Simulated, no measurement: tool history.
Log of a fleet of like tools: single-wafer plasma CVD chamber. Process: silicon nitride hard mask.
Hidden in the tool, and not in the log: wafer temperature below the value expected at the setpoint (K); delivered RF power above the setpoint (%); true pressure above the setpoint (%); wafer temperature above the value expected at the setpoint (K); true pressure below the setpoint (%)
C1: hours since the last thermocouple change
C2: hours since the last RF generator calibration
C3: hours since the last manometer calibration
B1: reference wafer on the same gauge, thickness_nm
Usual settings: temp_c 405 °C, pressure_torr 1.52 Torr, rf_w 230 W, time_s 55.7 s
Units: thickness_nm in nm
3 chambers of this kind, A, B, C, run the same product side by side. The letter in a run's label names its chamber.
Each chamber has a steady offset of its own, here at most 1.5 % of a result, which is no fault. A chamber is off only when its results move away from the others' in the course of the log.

run 1B hour=11.5 | temp_c=405 pressure_torr=1.52 rf_w=230 time_s=55.7 | C1=2585.1 C2=1142.5 C3=1392.4 | B1=47.187 | thickness_nm=51.751
run 2A hour=21.1 | temp_c=405 pressure_torr=1.52 rf_w=230 time_s=55.7 | C1=1286.5 C2=511.7 C3=677.6 | B1=47.185 | thickness_nm=52.488
run 3C hour=27.7 | temp_c=405 pressure_torr=1.52 rf_w=230 time_s=55.7 | C1=2330.1 C2=1715.1 C3=1825.4 | B1=47.180 | thickness_nm=52.323
run 4B hour=38.9 | temp_c=405 pressure_torr=1.52 rf_w=230 time_s=55.7 | C1=2612.5 C2=1169.9 C3=1419.8 | B1=47.161 | thickness_nm=51.678
run 5A hour=46.0 | temp_c=405 pressure_torr=1.52 rf_w=230 time_s=55.7 | C1=1311.4 C2=536.6 C3=702.5 | B1=47.176 | thickness_nm=52.564
run 6C hour=56.3 | temp_c=405 pressure_torr=1.52 rf_w=230 time_s=55.7 | C1=2358.7 C2=1743.7 C3=1854.0 | B1=47.155 | thickness_nm=52.302
run 7A hour=62.0 | temp_c=405 pressure_torr=1.52 rf_w=230 time_s=55.7 | C1=1327.4 C2=552.6 C3=718.5 | B1=47.139 | thickness_nm=52.489
run 8B hour=73.3 | temp_c=405 pressure_torr=1.52 rf_w=230 time_s=55.7 | C1=2646.9 C2=1204.3 C3=1454.2 | B1=47.123 | thickness_nm=51.631
run 9C hour=82.7 | temp_c=405 pressure_torr=1.52 rf_w=230 time_s=55.7 | C1=2385.1 C2=1770.1 C3=1880.4 | B1=47.113 | thickness_nm=52.322
run 10B hour=93.1 | temp_c=405 pressure_torr=1.52 rf_w=230 time_s=55.7 | C1=2666.7 C2=1224.1 C3=1474.0 | B1=47.098 | thickness_nm=51.548
run 11C hour=102.0 | temp_c=405 pressure_torr=1.52 rf_w=230 time_s=55.7 | C1=2404.4 C2=1789.4 C3=1899.7 | B1=47.098 | thickness_nm=52.292
run 12A hour=108.5 | temp_c=405 pressure_torr=1.52 rf_w=230 time_s=55.7 | C1=1373.9 C2=599.1 C3=765.0 | B1=47.086 | thickness_nm=52.333
run 13C hour=117.3 | temp_c=405 pressure_torr=1.52 rf_w=230 time_s=55.7 | C1=2419.7 C2=1804.7 C3=1915.0 | B1=47.078 | thickness_nm=52.046
run 14B hour=129.3 | temp_c=405 pressure_torr=1.52 rf_w=230 time_s=55.7 | C1=2702.9 C2=1260.3 C3=1510.2 | B1=47.074 | thickness_nm=51.706
run 15A hour=140.3 | temp_c=405 pressure_torr=1.52 rf_w=230 time_s=55.7 | C1=1405.7 C2=630.9 C3=796.8 | B1=47.056 | thickness_nm=52.577
run 16C hour=146.6 | temp_c=405 pressure_torr=1.52 rf_w=230 time_s=55.7 | C1=2449.0 C2=1834.0 C3=1944.3 | B1=47.068 | thickness_nm=52.270
-- hour=147.7 chamber B: capacitance manometer re-zeroed and calibrated
run 17A hour=158.8 | temp_c=405 pressure_torr=1.52 rf_w=230 time_s=55.7 | C1=1424.2 C2=649.4 C3=815.3 | B1=47.041 | thickness_nm=52.327
-- hour=170.5 chamber B: RF generator calibrated
run 18B hour=171.2 | temp_c=412 pressure_torr=1.52 rf_w=230 time_s=55.7 | C1=2744.8 C2=0.8 C3=23.6 | B1=47.012 | thickness_nm=51.408
run 19B hour=177.9 | temp_c=412 pressure_torr=1.52 rf_w=230 time_s=55.7 | C1=2751.5 C2=7.5 C3=30.3 | B1=47.021 | thickness_nm=51.562
run 20A hour=184.1 | temp_c=412 pressure_torr=1.52 rf_w=230 time_s=55.7 | C1=1449.5 C2=674.7 C3=840.6 | B1=47.017 | thickness_nm=52.312
run 21C hour=194.6 | temp_c=405 pressure_torr=1.52 rf_w=230 time_s=55.7 | C1=2497.0 C2=1882.0 C3=1992.3 | B1=46.990 | thickness_nm=52.060
run 22C hour=202.3 | temp_c=405 pressure_torr=1.78 rf_w=230 time_s=60.3 | C1=2504.7 C2=1889.7 C3=2000.0 | B1=46.989 | thickness_nm=58.910
run 23B hour=210.4 | temp_c=405 pressure_torr=1.78 rf_w=230 time_s=60.3 | C1=2784.0 C2=40.0 C3=62.8 | B1=46.972 | thickness_nm=58.202
run 24A hour=219.6 | temp_c=405 pressure_torr=1.78 rf_w=230 time_s=60.3 | C1=1485.0 C2=710.2 C3=876.1 | B1=46.973 | thickness_nm=59.367
-- hour=224.3 chamber B: thermocouple changed; heater temperature recalibrated
run 25B hour=231.1 | temp_c=405 pressure_torr=1.52 rf_w=230 time_s=52.3 | C1=6.9 C2=60.7 C3=83.5 | B1=46.981 | thickness_nm=48.431
run 26A hour=239.2 | temp_c=405 pressure_torr=1.52 rf_w=230 time_s=52.3 | C1=1504.6 C2=729.8 C3=895.7 | B1=46.963 | thickness_nm=49.312
run 27C hour=250.3 | temp_c=405 pressure_torr=1.52 rf_w=230 time_s=52.3 | C1=2552.7 C2=1937.7 C3=2048.0 | B1=46.954 | thickness_nm=49.035
run 28A hour=259.2 | temp_c=405 pressure_torr=1.52 rf_w=230 time_s=55.7 | C1=1524.6 C2=749.8 C3=915.7 | B1=46.944 | thickness_nm=52.499
run 29B hour=268.3 | temp_c=405 pressure_torr=1.52 rf_w=230 time_s=55.7 | C1=44.1 C2=97.9 C3=120.7 | B1=46.932 | thickness_nm=51.436
run 30C hour=280.9 | temp_c=405 pressure_torr=1.52 rf_w=230 time_s=55.7 | C1=2583.3 C2=1968.3 C3=2078.6 | B1=46.909 | thickness_nm=52.053
run 31B hour=287.2 | temp_c=405 pressure_torr=1.52 rf_w=230 time_s=55.7 | C1=63.0 C2=116.8 C3=139.6 | B1=46.940 | thickness_nm=51.384
run 32A hour=293.9 | temp_c=405 pressure_torr=1.52 rf_w=275 time_s=55.7 | C1=1559.3 C2=784.5 C3=950.4 | B1=46.888 | thickness_nm=59.286
run 33C hour=303.3 | temp_c=405 pressure_torr=1.52 rf_w=275 time_s=55.7 | C1=2605.7 C2=1990.7 C3=2101.0 | B1=46.890 | thickness_nm=59.143
-- hour=304.4 chamber C: RF generator calibrated
run 34A hour=310.3 | temp_c=405 pressure_torr=1.52 rf_w=275 time_s=55.7 | C1=1575.7 C2=800.9 C3=966.8 | B1=46.886 | thickness_nm=59.189
run 35C hour=319.1 | temp_c=405 pressure_torr=1.52 rf_w=230 time_s=55.7 | C1=2621.5 C2=14.8 C3=2116.8 | B1=46.872 | thickness_nm=51.948

Next, every chamber runs the same settings. What will each give?
run 36A hour=328.4 | temp_c=405 pressure_torr=1.73 rf_w=230 time_s=55.7 | thickness_nm=?
run 36B hour=328.4 | temp_c=405 pressure_torr=1.73 rf_w=230 time_s=55.7 | thickness_nm=?
run 36C hour=328.4 | temp_c=405 pressure_torr=1.73 rf_w=230 time_s=55.7 | thickness_nm=?

run=36A thickness_nm=54.125
run=36B thickness_nm=53.280
run=36C thickness_nm=53.786
